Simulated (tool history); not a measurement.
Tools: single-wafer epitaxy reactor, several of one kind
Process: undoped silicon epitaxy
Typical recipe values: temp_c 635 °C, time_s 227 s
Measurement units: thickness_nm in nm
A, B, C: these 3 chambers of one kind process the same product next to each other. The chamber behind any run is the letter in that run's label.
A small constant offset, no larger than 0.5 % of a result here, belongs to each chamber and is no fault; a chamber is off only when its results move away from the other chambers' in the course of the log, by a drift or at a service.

| run | day | temp_c | time_s | read-back reference wafer on the same gauge, thickness_nm | thickness_nm |
|---|---|---|---|---|---|
| 1A | 0.1 | 635 | 227 | 28.216 | 27.492 |
| 2B | 0.292 | 635 | 227 | 28.193 | 27.431 |
| 3C | 0.504 | 635 | 227 | 28.211 | 27.453 |
| 4A | 0.704 | 635 | 227 | 28.196 | 27.323 |
| 5B | 0.858 | 635 | 227 | 28.18 | 27.345 |
| 6C | 0.992 | 635 | 227 | 28.184 | 27.342 |
| 7C | 1.129 | 635 | 227 | 28.201 | 27.26 |
| 8A | 1.317 | 635 | 227 | 28.212 | 27.395 |
| 9B | 1.446 | 635 | 227 | 28.208 | 27.273 |
|  | 1.483 | chamber A: pyrometer calibrated |
| 10A | 1.542 | 635 | 227 | 28.183 | 27.273 |
| 11B | 1.738 | 635 | 227 | 28.195 | 27.447 |
| 12C | 1.879 | 635 | 227 | 28.198 | 27.213 |
| 13B | 2.083 | 649 | 243 | 28.2 | 39.748 |
| 14A | 2.217 | 649 | 243 | 28.177 | 39.842 |
| 15C | 2.4 | 649 | 243 | 28.225 | 40.141 |
| 16A | 2.496 | 635 | 227 | 28.209 | 27.347 |
| 17B | 2.629 | 635 | 227 | 28.197 | 27.365 |
| 18C | 2.825 | 635 | 227 | 28.188 | 27.393 |
| 19A | 3.012 | 635 | 227 | 28.205 | 27.382 |
| 20B | 3.221 | 635 | 227 | 28.208 | 27.176 |
| 21C | 3.371 | 635 | 227 | 28.185 | 27.36 |
| 22C | 3.508 | 635 | 227 | 28.204 | 27.482 |
| 23A | 3.688 | 635 | 227 | 28.205 | 27.307 |
| 24B | 3.871 | 635 | 227 | 28.204 | 27.339 |
| 25C | 3.996 | 635 | 227 | 28.216 | 27.312 |

One chamber off, gauge drift, or nothing amiss beyond the chambers' own small offsets? If it is a chamber, which one, and what is the likeliest cause?

No chamber is off and the gauge is stable; the differences are just each chamber's small, constant offset.
